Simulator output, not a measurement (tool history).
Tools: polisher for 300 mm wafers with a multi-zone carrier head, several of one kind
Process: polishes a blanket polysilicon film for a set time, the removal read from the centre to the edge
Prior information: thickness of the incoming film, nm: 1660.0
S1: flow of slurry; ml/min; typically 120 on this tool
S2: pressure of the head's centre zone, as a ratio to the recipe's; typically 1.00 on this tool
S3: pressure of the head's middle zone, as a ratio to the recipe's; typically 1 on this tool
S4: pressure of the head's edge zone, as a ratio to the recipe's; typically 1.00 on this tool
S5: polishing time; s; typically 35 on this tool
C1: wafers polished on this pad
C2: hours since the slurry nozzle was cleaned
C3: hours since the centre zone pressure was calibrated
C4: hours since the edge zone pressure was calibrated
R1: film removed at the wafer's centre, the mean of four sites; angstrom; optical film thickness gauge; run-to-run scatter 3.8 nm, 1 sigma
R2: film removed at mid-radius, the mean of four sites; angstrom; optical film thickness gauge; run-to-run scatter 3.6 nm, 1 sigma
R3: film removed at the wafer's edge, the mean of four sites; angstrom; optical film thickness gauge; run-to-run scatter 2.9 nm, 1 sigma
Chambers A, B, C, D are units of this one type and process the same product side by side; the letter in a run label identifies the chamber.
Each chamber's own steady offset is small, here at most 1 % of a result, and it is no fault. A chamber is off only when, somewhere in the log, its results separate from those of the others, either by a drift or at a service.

| run | hour | S1 | S2 | S3 | S4 | S5 | C1 | C2 | C3 | C4 | R1 | R2 | R3 |
|---|---|---|---|---|---|---|---|---|---|---|---|---|---|
| 1D | 12.8 | 120 | 1.00 | 1 | 1.00 | 35 | 501 | 318.2 | 346.3 | 428.1 | 3791.7 | 3784.6 | 3790.5 |
|  | 15.6 | chamber A: worn pad replaced by a new one |
| 2A | 20.6 | 120 | 1.00 | 1 | 1.00 | 35 | 41 | 456.5 | 310.0 | 212.0 | 3802.0 | 3717.5 | 3792.0 |
|  | 25.5 | chamber C: centre zone pressure recalibrated |
|  | 26.1 | chamber B: worn pad replaced by a new one |
| 3B | 32.5 | 120 | 1.00 | 1 | 1.00 | 35 | 52 | 114.0 | 286.4 | 327.3 | 3790.4 | 3826.1 | 3797.4 |
| 4C | 43.0 | 120 | 1.00 | 1 | 1.00 | 35 | 1007 | 162.1 | 17.5 | 302.3 | 3819.6 | 3805.5 | 3798.2 |
|  | 45.0 | chamber C: worn pad replaced by a new one |
|  | 46.0 | chamber D: worn pad replaced by a new one |
|  | 56.1 | chamber A: slurry nozzle cleaned |
| 5A | 57.8 | 120 | 1.00 | 1 | 1.00 | 35 | 348 | 1.8 | 347.2 | 249.2 | 3777.7 | 3763.0 | 3781.9 |
| 6D | 69.2 | 120 | 1.00 | 1 | 1.00 | 35 | 191 | 374.6 | 402.7 | 484.5 | 3797.4 | 3810.3 | 3829.3 |
| 7C | 75.9 | 120 | 1.00 | 1 | 1.00 | 35 | 255 | 195.0 | 50.4 | 335.2 | 3756.4 | 3765.4 | 3800.9 |
| 8B | 89.2 | 120 | 1.00 | 1 | 1.00 | 35 | 521 | 170.7 | 343.1 | 384.0 | 3816.7 | 3794.4 | 3810.7 |
|  | 91.1 | chamber B: worn pad replaced by a new one |
|  | 95.1 | chamber C: slurry nozzle cleaned |
| 9B | 103.7 | 120 | 1.00 | 1 | 1.00 | 35 | 104 | 185.2 | 357.6 | 398.5 | 3797.3 | 3863.0 | 3880.4 |
| 10C | 111.7 | 120 | 1.00 | 1 | 1.00 | 35 | 551 | 16.7 | 86.2 | 371.0 | 3772.5 | 3843.5 | 3797.6 |
| 11D | 123.1 | 120 | 1.00 | 1 | 1.00 | 35 | 637 | 428.5 | 456.6 | 538.4 | 3773.5 | 3858.2 | 3817.7 |
| 12A | 137.8 | 120 | 1.00 | 1 | 1.00 | 35 | 1009 | 81.8 | 427.2 | 329.2 | 3819.5 | 3822.0 | 3740.1 |
|  | 143.5 | chamber D: worn pad replaced by a new one |
| 13D | 152.8 | 120 | 1.00 | 1 | 1.00 | 35 | 76 | 458.2 | 486.3 | 568.1 | 3853.0 | 3839.8 | 3763.8 |
|  | 158.0 | chamber B: worn pad replaced by a new one |
| 14B | 159.9 | 120 | 1.00 | 1 | 1.00 | 35 | 15 | 241.4 | 413.8 | 454.7 | 3799.2 | 3849.4 | 3790.9 |
| 15C | 168.7 | 120 | 1.00 | 1 | 1.00 | 35 | 1022 | 73.7 | 143.2 | 428.0 | 3770.2 | 3783.4 | 3818.7 |
|  | 173.0 | chamber C: worn pad replaced by a new one |
| 16A | 177.6 | 120 | 1.00 | 1 | 1.00 | 35 | 1338 | 121.6 | 467.0 | 369.0 | 3830.3 | 3777.8 | 3723.7 |
|  | 183.4 | chamber A: worn pad replaced by a new one |
| 17D | 191.6 | 120 | 1.00 | 1 | 1.00 | 35 | 397 | 497.0 | 525.1 | 606.9 | 3864.3 | 3757.9 | 3795.0 |
| 18C | 198.5 | 120 | 0.91 | 1 | 1.00 | 25 | 211 | 103.5 | 173.0 | 457.8 | 2454.8 | 2700.4 | 2734.3 |
| 19B | 209.7 | 120 | 0.91 | 1 | 1.00 | 25 | 427 | 291.2 | 463.6 | 504.5 | 2454.3 | 2685.0 | 2778.7 |
| 20A | 219.0 | 120 | 0.91 | 1 | 1.00 | 25 | 294 | 163.0 | 508.4 | 410.4 | 2457.6 | 2654.8 | 2686.6 |
|  | 223.9 | chamber D: worn pad replaced by a new one |
|  | 224.9 | chamber B: worn pad replaced by a new one |
| 21D | 227.6 | 120 | 0.91 | 1 | 1.00 | 25 | 31 | 533.0 | 561.1 | 642.9 | 2433.4 | 2698.9 | 2749.8 |
| 22C | 235.9 | 120 | 1.00 | 1 | 1.00 | 35 | 520 | 140.9 | 210.4 | 495.2 | 3764.6 | 3744.3 | 3807.1 |
| 23B | 251.2 | 120 | 1.00 | 1 | 1.00 | 35 | 217 | 332.7 | 505.1 | 546.0 | 3801.6 | 3908.4 | 3793.1 |
| 24A | 263.4 | 120 | 1.00 | 1 | 1.00 | 35 | 661 | 207.4 | 552.8 | 454.8 | 3795.6 | 3782.3 | 3754.5 |
| 25D | 277.7 | 120 | 1.00 | 1 | 0.92 | 29 | 444 | 583.1 | 611.2 | 693.0 | 3125.0 | 3137.2 | 3039.4 |
| 26C | 286.5 | 120 | 1.00 | 1 | 0.92 | 29 | 938 | 191.5 | 261.0 | 545.8 | 3169.2 | 3153.8 | 3031.7 |
| 27A | 296.4 | 120 | 1.00 | 1 | 0.92 | 29 | 934 | 240.4 | 585.8 | 487.8 | 3152.4 | 3096.0 | 2938.7 |
|  | 298.5 | chamber D: centre zone pressure recalibrated |
|  | 302.8 | chamber B: worn pad replaced by a new one |
|  | 303.1 | chamber B: edge zone pressure recalibrated |
| 28B | 307.0 | 120 | 1.00 | 1 | 0.92 | 29 | 35 | 388.5 | 560.9 | 4.0 | 3142.3 | 3169.3 | 3021.8 |
|  | 314.2 | chamber D: worn pad replaced by a new one |
| 29D | 315.0 | 120 | 1.00 | 1 | 1.00 | 35 | 6 | 620.4 | 16.6 | 730.3 | 3787.4 | 3783.0 | 3852.3 |
| 30A | 325.0 | 120 | 1.00 | 1 | 1.00 | 35 | 1170 | 269.0 | 614.4 | 516.4 | 3776.6 | 3713.6 | 3759.8 |

The same settings go to every chamber for the next run, one line per chamber below. Forecast the results for each:
| 31A | 336.2 | 120 | 1.06 | 1 | 1.00 | 35 |  |  |  |  | ? | ? | ? |
| 31B | 336.2 | 120 | 1.06 | 1 | 1.00 | 35 |  |  |  |  | ? | ? | ? |
| 31C | 336.2 | 120 | 1.06 | 1 | 1.00 | 35 |  |  |  |  | ? | ? | ? |
| 31D | 336.2 | 120 | 1.06 | 1 | 1.00 | 35 |  |  |  |  | ? | ? | ? |

| run | R1 | R2 | R3 |
|---|---|---|---|
| 31A | 3990.1 | 3847.5 | 3778.7 |
| 31B | 4042.4 | 3798.6 | 3800.1 |
| 31C | 4042.8 | 3846.9 | 3787.7 |
| 31D | 4121.1 | 3778.1 | 3799.6 |
